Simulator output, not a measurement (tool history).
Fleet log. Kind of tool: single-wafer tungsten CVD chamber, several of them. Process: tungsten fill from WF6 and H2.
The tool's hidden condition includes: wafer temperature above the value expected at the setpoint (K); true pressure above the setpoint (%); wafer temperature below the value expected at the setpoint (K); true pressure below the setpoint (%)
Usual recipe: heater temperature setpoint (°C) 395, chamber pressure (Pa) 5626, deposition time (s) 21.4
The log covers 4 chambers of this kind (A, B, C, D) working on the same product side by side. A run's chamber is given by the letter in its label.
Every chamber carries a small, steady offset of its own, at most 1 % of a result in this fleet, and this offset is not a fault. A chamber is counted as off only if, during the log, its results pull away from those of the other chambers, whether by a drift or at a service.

| run | hour | heater temperature setpoint (°C) | chamber pressure (Pa) | deposition time (s) | hours since the last thermocouple change | hours since the last manometer calibration | read-back reference wafer on the same gauge, thickness_nm | mean film thickness on the monitor wafer (Å) |
|---|---|---|---|---|---|---|---|---|
| 1C | 15.4 | 395 | 5626 | 21.4 | 2371.8 | 1028.8 | 72.511 | 661.35 |
| 2D | 22.8 | 395 | 5626 | 21.4 | 333.7 | 558.9 | 72.462 | 663.06 |
| 3B | 33.9 | 395 | 5626 | 21.4 | 1209.9 | 1907.8 | 72.497 | 667.54 |
| 4A | 48.4 | 395 | 5626 | 21.4 | 1487.9 | 147.2 | 72.510 | 665.37 |
| 5C | 63.6 | 390 | 5626 | 17.3 | 2420.0 | 1077.0 | 72.483 | 484.28 |
| 6A | 77.8 | 390 | 5626 | 17.3 | 1517.3 | 176.6 | 72.562 | 489.74 |
| 7B | 90.5 | 390 | 5626 | 17.3 | 1266.5 | 1964.4 | 72.492 | 492.16 |
| 8D | 99.3 | 390 | 5626 | 17.3 | 410.2 | 635.4 | 72.455 | 489.49 |
| 9B | 108.2 | 395 | 5626 | 21.4 | 1284.2 | 1982.1 | 72.512 | 672.52 |
| 10A | 115.4 | 395 | 5626 | 21.4 | 1554.9 | 214.2 | 72.512 | 666.88 |
| 11D | 126.2 | 395 | 5626 | 21.4 | 437.1 | 662.3 | 72.531 | 666.78 |
| 12C | 139.8 | 395 | 5626 | 17.4 | 2496.2 | 1153.2 | 72.453 | 536.85 |
| 13D | 151.8 | 395 | 5626 | 17.4 | 462.7 | 687.9 | 72.503 | 539.53 |
| 14C | 162.9 | 395 | 5626 | 17.4 | 2519.3 | 1176.3 | 72.518 | 536.60 |
| 15A | 171.7 | 395 | 5626 | 17.4 | 1611.2 | 270.5 | 72.516 | 541.65 |
| 16B | 182.7 | 395 | 5626 | 21.4 | 1358.7 | 2056.6 | 72.529 | 673.69 |
| 17C | 193.7 | 395 | 5626 | 21.4 | 2550.1 | 1207.1 | 72.488 | 662.29 |
| 18B | 200.7 | 381 | 5626 | 18.9 | 1376.7 | 2074.6 | 72.489 | 451.57 |
| 19D | 214.3 | 381 | 5626 | 18.9 | 525.2 | 750.4 | 72.496 | 444.57 |
| 20A | 221.3 | 381 | 5626 | 18.9 | 1660.8 | 320.1 | 72.482 | 449.95 |
| 21B | 233.5 | 381 | 5626 | 18.9 | 1409.5 | 2107.4 | 72.461 | 449.78 |
|  | 239.0 | chamber C: thermocouple changed; heater temperature recalibrated |
|  | 242.4 | chamber A: thermocouple changed; heater temperature recalibrated |
| 22A | 248.1 | 381 | 5626 | 21.4 | 5.7 | 346.9 | 72.467 | 508.21 |
| 23D | 259.2 | 381 | 5626 | 21.4 | 570.1 | 795.3 | 72.526 | 504.33 |
| 24C | 266.5 | 381 | 5626 | 21.4 | 27.5 | 1279.9 | 72.486 | 490.80 |
| 25C | 279.8 | 381 | 5626 | 21.4 | 40.8 | 1293.2 | 72.447 | 492.14 |
| 26D | 287.2 | 395 | 5626 | 21.4 | 598.1 | 823.3 | 72.472 | 663.15 |
| 27A | 295.7 | 395 | 5626 | 21.4 | 53.3 | 394.5 | 72.515 | 668.52 |
| 28B | 309.5 | 395 | 5626 | 21.4 | 1485.5 | 2183.4 | 72.486 | 671.01 |
| 29D | 322.9 | 395 | 5626 | 21.4 | 633.8 | 859.0 | 72.486 | 661.07 |
| 30B | 335.4 | 395 | 5626 | 21.4 | 1511.4 | 2209.3 | 72.496 | 670.06 |
| 31C | 346.0 | 395 | 5626 | 21.4 | 107.0 | 1359.4 | 72.481 | 648.26 |
| 32A | 353.9 | 395 | 5626 | 21.4 | 111.5 | 452.7 | 72.483 | 667.66 |
| 33A | 361.8 | 395 | 5626 | 21.4 | 119.4 | 460.6 | 72.543 | 666.61 |
|  | 364.9 | chamber C: capacitance manometer re-zeroed and calibrated |
| 34B | 373.3 | 395 | 5626 | 21.4 | 1549.3 | 2247.2 | 72.526 | 672.13 |
| 35D | 380.8 | 395 | 5626 | 21.4 | 691.7 | 916.9 | 72.481 | 662.19 |
| 36C | 389.7 | 395 | 5626 | 21.4 | 150.7 | 24.9 | 72.462 | 649.89 |
| 37D | 403.9 | 395 | 5626 | 21.4 | 714.8 | 940.0 | 72.459 | 663.97 |
| 38C | 411.8 | 395 | 5626 | 21.4 | 172.8 | 47.0 | 72.513 | 647.85 |
| 39A | 426.1 | 395 | 5626 | 21.4 | 183.7 | 524.9 | 72.498 | 664.81 |

Predict what each chamber gives when all 4 of them run the settings below next.
| 40A | 437.4 | 395 | 5626 | 21.4 |  |  |  | ? |
| 40B | 437.4 | 395 | 5626 | 21.4 |  |  |  | ? |
| 40C | 437.4 | 395 | 5626 | 21.4 |  |  |  | ? |
| 40D | 437.4 | 395 | 5626 | 21.4 |  |  |  | ? |

| run | mean film thickness on the monitor wafer (Å) |
|---|---|
| 40A | 668.44 |
| 40B | 669.94 |
| 40C | 647.91 |
| 40D | 663.37 |

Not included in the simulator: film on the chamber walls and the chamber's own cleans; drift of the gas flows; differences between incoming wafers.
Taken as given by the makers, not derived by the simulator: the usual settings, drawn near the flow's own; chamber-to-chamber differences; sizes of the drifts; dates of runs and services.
